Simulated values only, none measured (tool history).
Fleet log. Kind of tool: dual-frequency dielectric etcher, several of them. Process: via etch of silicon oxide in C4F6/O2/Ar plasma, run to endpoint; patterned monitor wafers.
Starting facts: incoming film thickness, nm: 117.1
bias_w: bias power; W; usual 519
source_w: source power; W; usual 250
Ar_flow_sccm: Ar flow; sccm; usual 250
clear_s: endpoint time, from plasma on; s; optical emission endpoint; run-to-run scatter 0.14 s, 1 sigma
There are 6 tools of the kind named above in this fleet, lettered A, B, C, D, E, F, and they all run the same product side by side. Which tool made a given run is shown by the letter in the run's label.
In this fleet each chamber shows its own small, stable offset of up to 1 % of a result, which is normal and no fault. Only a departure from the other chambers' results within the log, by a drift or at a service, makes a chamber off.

run,hour,bias_w,source_w,Ar_flow_sccm,clear_s
1E,4.6,519,250,250,29.595
2F,11.0,519,250,250,29.638
3D,14.1,519,250,250,29.316
4B,19.1,519,250,250,29.376
5A,22.7,519,250,250,29.748
6C,28.9,519,250,250,29.250
7D,35.0,519,250,250,29.346
8B,38.1,519,250,250,29.757
9F,44.1,519,250,250,29.248
10A,49.4,519,270,250,29.103
11E,55.5,519,270,250,28.756
12C,59.6,519,270,250,28.306
13C,63.4,519,270,250,28.275
# hour 63.8: chamber A: wet clean of the chamber
14A,66.6,519,270,250,28.873
15B,72.1,519,270,250,28.949
16F,78.6,519,250,250,29.355
17E,82.4,519,250,250,29.535
# hour 85.4: chamber F: wet clean of the chamber
18D,87.3,519,250,250,29.496
19D,93.5,519,250,250,29.675
20A,98.2,519,270,250,28.750
21C,102.3,519,270,250,28.534
22E,105.7,519,270,250,28.963
23F,110.9,519,270,250,27.732
24B,114.5,519,270,250,28.689
25C,118.6,519,270,250,28.733
26D,124.8,519,250,250,29.345
27A,128.7,519,250,250,29.658
28F,134.6,519,250,250,28.536
29B,138.5,519,250,250,29.643
30E,145.1,519,250,228,29.420
31A,148.8,519,250,228,29.250
32C,153.3,519,250,228,29.192
33F,157.2,519,250,228,28.270
34E,161.0,519,250,228,29.216
35B,165.5,519,250,228,29.289
36D,170.6,519,280,231,28.011
37C,173.7,519,280,231,27.750
38B,180.2,519,280,231,28.078

Read the log: is a single chamber off, either drifting away or since a service, is the gauge that measures every chamber drifting, or is nothing wrong beyond small per-chamber offsets? Name any odd chamber and what most likely caused it.

The work done on chamber F during a service left it standing apart from the others.
What lies behind it: etch rate over this chamber's usual, % = 3.6.

Below are 4 candidate recipes for chamber F's next run, each the usual settings with a change, their results shown as question marks. Which of them brings F's results back in line with what the other chambers give on the usual settings?
To be in line, a result may differ from the other chambers' mean on the usual settings by at most: clear_s 0.490 s
39F-1,185.0,493,240,254,?
39F-2,185.0,514,250,251,?
39F-3,185.0,566,250,243,?
39F-4,185.0,524,250,249,?

On the usual settings, the other chambers give on average: clear_s 29.530 s
run,clear_s
39F-1,29.449
39F-2,28.521
39F-3,27.392
39F-4,28.288
The right change is 39F-1: it brings the chamber back within the allowed miss of the others.
